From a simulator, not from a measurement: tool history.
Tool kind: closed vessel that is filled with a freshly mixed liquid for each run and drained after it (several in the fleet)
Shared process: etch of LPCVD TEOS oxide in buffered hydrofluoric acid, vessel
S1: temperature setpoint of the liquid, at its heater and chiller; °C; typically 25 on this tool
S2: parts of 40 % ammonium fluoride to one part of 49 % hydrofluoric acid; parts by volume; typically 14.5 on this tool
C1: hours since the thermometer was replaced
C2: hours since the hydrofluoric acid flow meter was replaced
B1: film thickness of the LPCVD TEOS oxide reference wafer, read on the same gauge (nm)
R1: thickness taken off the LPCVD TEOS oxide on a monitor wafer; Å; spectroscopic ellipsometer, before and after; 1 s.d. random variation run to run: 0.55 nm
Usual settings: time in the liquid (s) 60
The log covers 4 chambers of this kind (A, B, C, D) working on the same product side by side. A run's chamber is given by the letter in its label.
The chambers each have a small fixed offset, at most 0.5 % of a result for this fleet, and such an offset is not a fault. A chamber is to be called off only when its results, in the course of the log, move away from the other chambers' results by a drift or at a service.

run 1B hour=4.7 | S1=25 S2=14.5 time_in_the_liquid_(s)=60 | C1=2373.9 C2=297.4 | B1=129.99 | R1=1067.1
run 2D hour=7.8 | S1=25 S2=14.5 time_in_the_liquid_(s)=60 | C1=1536.4 C2=604.9 | B1=130.01 | R1=1059.9
run 3A hour=12.6 | S1=25 S2=14.5 time_in_the_liquid_(s)=60 | C1=1846.3 C2=954.4 | B1=130 | R1=1058.1
run 4C hour=17.2 | S1=25 S2=14.5 time_in_the_liquid_(s)=60 | C1=1028.9 C2=1666.8 | B1=130 | R1=1056
run 5B hour=21.3 | S1=25 S2=14.5 time_in_the_liquid_(s)=60 | C1=2390.5 C2=314 | B1=130.01 | R1=1055.7
run 6C hour=25.1 | S1=25 S2=14.5 time_in_the_liquid_(s)=60 | C1=1036.8 C2=1674.7 | B1=130.01 | R1=1053.4
run 7D hour=29.1 | S1=25 S2=14.5 time_in_the_liquid_(s)=60 | C1=1557.7 C2=626.2 | B1=130 | R1=1053.7
run 8A hour=34.7 | S1=25 S2=14.5 time_in_the_liquid_(s)=60 | C1=1868.4 C2=976.5 | B1=130.01 | R1=1052.9
run 9C hour=38 | S1=25 S2=14.5 time_in_the_liquid_(s)=60 | C1=1049.7 C2=1687.6 | B1=129.99 | R1=1063.7
run 10D hour=42.6 | S1=25 S2=14.5 time_in_the_liquid_(s)=60 | C1=1571.2 C2=639.7 | B1=130.01 | R1=1052.9
run 11A hour=47.1 | S1=25 S2=14.5 time_in_the_liquid_(s)=60 | C1=1880.8 C2=988.9 | B1=130 | R1=1046.8
run 12B hour=52.4 | S1=25 S2=14.5 time_in_the_liquid_(s)=60 | C1=2421.6 C2=345.1 | B1=130.01 | R1=1066.9
run 13D hour=56 | S1=25 S2=14.5 time_in_the_liquid_(s)=60 | C1=1584.6 C2=653.1 | B1=130.02 | R1=1066.5
run 14A hour=59.7 | S1=25 S2=14.5 time_in_the_liquid_(s)=60 | C1=1893.4 C2=1001.5 | B1=130 | R1=1045.1
run 15B hour=62.9 | S1=25 S2=14.5 time_in_the_liquid_(s)=60 | C1=2432.1 C2=355.6 | B1=129.99 | R1=1063.7
run 16C hour=65.7 | S1=25 S2=14.5 time_in_the_liquid_(s)=60 | C1=1077.4 C2=1715.3 | B1=130 | R1=1054
run 17B hour=70.6 | S1=25 S2=14.5 time_in_the_liquid_(s)=60 | C1=2439.8 C2=363.3 | B1=130.01 | R1=1065.5
run 18D hour=75.4 | S1=25 S2=14.5 time_in_the_liquid_(s)=60 | C1=1604 C2=672.5 | B1=130.02 | R1=1058.1
run 19A hour=78.8 | S1=25 S2=14.5 time_in_the_liquid_(s)=60 | C1=1912.5 C2=1020.6 | B1=130 | R1=1031.3
run 20C hour=84.1 | S1=29 S2=9 time_in_the_liquid_(s)=60 | C1=1095.8 C2=1733.7 | B1=129.99 | R1=2049.4
run 21D hour=89.6 | S1=29 S2=9 time_in_the_liquid_(s)=60 | C1=1618.2 C2=686.7 | B1=129.98 | R1=2006.5
run 22A hour=93.7 | S1=29 S2=9 time_in_the_liquid_(s)=60 | C1=1927.4 C2=1035.5 | B1=130.01 | R1=1946.5
run 23C hour=98.2 | S1=29 S2=9 time_in_the_liquid_(s)=60 | C1=1109.9 C2=1747.8 | B1=130.01 | R1=2028
run 24B hour=103.5 | S1=25 S2=14.5 time_in_the_liquid_(s)=60 | C1=2472.7 C2=396.2 | B1=129.99 | R1=1064
run 25D hour=106.1 | S1=25 S2=14.5 time_in_the_liquid_(s)=60 | C1=1634.7 C2=703.2 | B1=130 | R1=1057
run 26C hour=111 | S1=25 S2=14.5 time_in_the_liquid_(s)=60 | C1=1122.7 C2=1760.6 | B1=130 | R1=1061.7
run 27B hour=116.1 | S1=25 S2=14.5 time_in_the_liquid_(s)=60 | C1=2485.3 C2=408.8 | B1=129.99 | R1=1063.2
run 28A hour=119.4 | S1=25 S2=14.5 time_in_the_liquid_(s)=60 | C1=1953.1 C2=1061.2 | B1=130 | R1=992.82
run 29B hour=124 | S1=25 S2=14.5 time_in_the_liquid_(s)=60 | C1=2493.2 C2=416.7 | B1=129.99 | R1=1072.8
run 30C hour=128 | S1=25 S2=14.5 time_in_the_liquid_(s)=85 | C1=1139.7 C2=1777.6 | B1=130.01 | R1=1508.9
run 31D hour=132.2 | S1=25 S2=14.5 time_in_the_liquid_(s)=85 | C1=1660.8 C2=729.3 | B1=130.01 | R1=1511.9

For the next run the whole fleet of 4 chambers uses the same settings. Give each chamber's results:
run 32A hour=136.3 | S1=25 S2=14.5 time_in_the_liquid_(s)=60 | R1=?
run 32B hour=136.3 | S1=25 S2=14.5 time_in_the_liquid_(s)=60 | R1=?
run 32C hour=136.3 | S1=25 S2=14.5 time_in_the_liquid_(s)=60 | R1=?
run 32D hour=136.3 | S1=25 S2=14.5 time_in_the_liquid_(s)=60 | R1=?

run=32A R1=983.04
run=32B R1=1062
run=32C R1=1059.6
run=32D R1=1046.6

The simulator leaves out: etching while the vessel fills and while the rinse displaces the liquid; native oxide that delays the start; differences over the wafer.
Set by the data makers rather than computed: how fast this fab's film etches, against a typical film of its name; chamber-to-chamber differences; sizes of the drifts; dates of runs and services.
